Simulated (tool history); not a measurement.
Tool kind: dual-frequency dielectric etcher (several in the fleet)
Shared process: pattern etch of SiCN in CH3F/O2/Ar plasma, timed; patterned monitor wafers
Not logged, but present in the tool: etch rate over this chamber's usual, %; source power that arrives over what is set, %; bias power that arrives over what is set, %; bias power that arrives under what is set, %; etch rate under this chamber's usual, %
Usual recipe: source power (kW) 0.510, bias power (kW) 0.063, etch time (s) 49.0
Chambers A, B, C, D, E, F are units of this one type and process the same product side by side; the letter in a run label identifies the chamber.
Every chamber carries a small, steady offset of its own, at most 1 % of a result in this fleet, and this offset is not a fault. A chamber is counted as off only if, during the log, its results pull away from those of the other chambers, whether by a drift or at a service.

run   hour  source power (kW)  bias power (kW)  etch time (s)  hours since the last wet clean  hours since the last source power generator calibration  hours since the last bias power generator calibration  read-back reference wafer on the same gauge, depth_nm  mean etch depth across the wafer (Å)
 1A    7.2              0.510            0.063           49.0                           580.1                                                   1057.7                                                 2664.9                                                 19.079                                194.56
 2D   12.8              0.510            0.063           49.0                           176.8                                                   3126.9                                                 1053.3                                                 19.092                                193.45
 3E   16.8              0.510            0.063           49.0                            63.9                                                   2613.8                                                  928.1                                                 19.101                                191.36
 4B   22.3              0.510            0.063           49.0                           250.6                                                   1479.2                                                  159.0                                                 19.106                                193.15
 5F   28.7              0.510            0.063           49.0                           393.6                                                    949.7                                                  823.7                                                 19.108                                194.83
 6C   33.9              0.510            0.063           49.0                            71.2                                                    317.6                                                  601.1                                                 19.129                                191.07
 7C   40.9              0.510            0.063           41.0                            78.2                                                    324.6                                                  608.1                                                 19.096                                161.27
 8D   45.3              0.510            0.063           41.0                           209.3                                                   3159.4                                                 1085.8                                                 19.081                                162.43
      48.4  -- chamber A: wet clean of the chamber
 9B   50.4              0.510            0.063           41.0                           278.7                                                   1507.3                                                  187.1                                                 19.085                                162.40
10E   56.6              0.510            0.063           41.0                           103.7                                                   2653.6                                                  967.9                                                 19.092                                159.72
11F   65.1              0.510            0.063           41.0                           430.0                                                    986.1                                                  860.1                                                 19.084                                159.84
12A   71.2              0.510            0.063           41.0                            22.9                                                   1121.7                                                 2728.9                                                 19.087                                163.16
13F   75.3              0.510            0.063           49.0                           440.2                                                    996.3                                                  870.3                                                 19.110                                193.35
14B   82.5              0.510            0.063           49.0                           310.8                                                   1539.4                                                  219.2                                                 19.117                                191.62
15D   89.3              0.510            0.078           56.0                           253.3                                                   3203.4                                                 1129.8                                                 19.101                                236.99
16E   97.8              0.510            0.078           56.0                           144.9                                                   2694.8                                                 1009.1                                                 19.099                                236.80
17C  103.2              0.510            0.078           56.0                           140.5                                                    386.9                                                  670.4                                                 19.108                                235.95
18A  111.3              0.510            0.078           56.0                            63.0                                                   1161.8                                                 2769.0                                                 19.088                                236.58
19B  116.5              0.510            0.078           56.0                           344.8                                                   1573.4                                                  253.2                                                 19.109                                236.54
20D  120.9              0.510            0.078           56.0                           284.9                                                   3235.0                                                 1161.4                                                 19.117                                237.65
21C  127.9              0.510            0.063           49.0                           165.2                                                    411.6                                                  695.1                                                 19.131                                194.07
     131.0  -- chamber F: wet clean of the chamber
22F  133.5              0.510            0.063           49.0                             2.5                                                   1054.5                                                  928.5                                                 19.080                                193.07
23E  142.2              0.510            0.063           49.0                           189.3                                                   2739.2                                                 1053.5                                                 19.105                                191.17
24A  147.5              0.510            0.063           49.0                            99.2                                                   1198.0                                                 2805.2                                                 19.089                                194.77
25E  154.4              0.510            0.063           62.5                           201.5                                                   2751.4                                                 1065.7                                                 19.100                                246.39
26A  158.5              0.510            0.063           62.5                           110.2                                                   1209.0                                                 2816.2                                                 19.113                                247.95
27D  165.3              0.510            0.063           62.5                           329.3                                                   3279.4                                                 1205.8                                                 19.075                                245.74
28B  172.7              0.510            0.063           62.5                           401.0                                                   1629.6                                                  309.4                                                 19.096                                247.94
     175.9  -- chamber D: wet clean of the chamber
29F  180.4              0.510            0.063           62.5                            49.4                                                   1101.4                                                  975.4                                                 19.101                                246.27
30C  185.4              0.510            0.063           62.5                           222.7                                                    469.1                                                  752.6                                                 19.116                                246.03
31B  189.6              0.510            0.063           49.0                           417.9                                                   1646.5                                                  326.3                                                 19.128                                192.31
32C  193.9              0.510            0.063           49.0                           231.2                                                    477.6                                                  761.1                                                 19.087                                192.07
33D  198.5              0.510            0.063           49.0                            22.6                                                   3312.6                                                 1239.0                                                 19.101                                192.73
34E  203.4              0.510            0.063           49.0                           250.5                                                   2800.4                                                 1114.7                                                 19.144                                190.33
35A  210.4              0.510            0.063           49.0                           162.1                                                   1260.9                                                 2868.1                                                 19.117                                192.89
36F  218.8              0.510            0.063           49.0                            87.8                                                   1139.8                                                 1013.8                                                 19.105                                191.76
37B  222.7              0.510            0.063           49.0                           451.0                                                   1679.6                                                  359.4                                                 19.106                                189.90
38E  230.5              0.590            0.063           49.0                           277.6                                                   2827.5                                                 1141.8                                                 19.109                                201.35
39F  236.9              0.590            0.063           49.0                           105.9                                                   1157.9                                                 1031.9                                                 19.110                                207.40
40C  242.0              0.590            0.063           49.0                           279.3                                                    525.7                                                  809.2                                                 19.147                                205.52
41A  249.6              0.590            0.063           49.0                           201.3                                                   1300.1                                                 2907.3                                                 19.095                                204.05

Each of the 6 chambers runs these same settings next. Fill in every chamber's results:
42A  255.9              0.510            0.063           49.0                                                                                                                                                                                                                                            ?
42B  255.9              0.510            0.063           49.0                                                                                                                                                                                                                                            ?
42C  255.9              0.510            0.063           49.0                                                                                                                                                                                                                                            ?
42D  255.9              0.510            0.063           49.0                                                                                                                                                                                                                                            ?
42E  255.9              0.510            0.063           49.0                                                                                                                                                                                                                                            ?
42F  255.9              0.510            0.063           49.0                                                                                                                                                                                                                                            ?

run  mean etch depth across the wafer (Å)
42A                                193.68
42B                                191.19
42C                                192.79
42D                                191.44
42E                                192.94
42F                                195.45
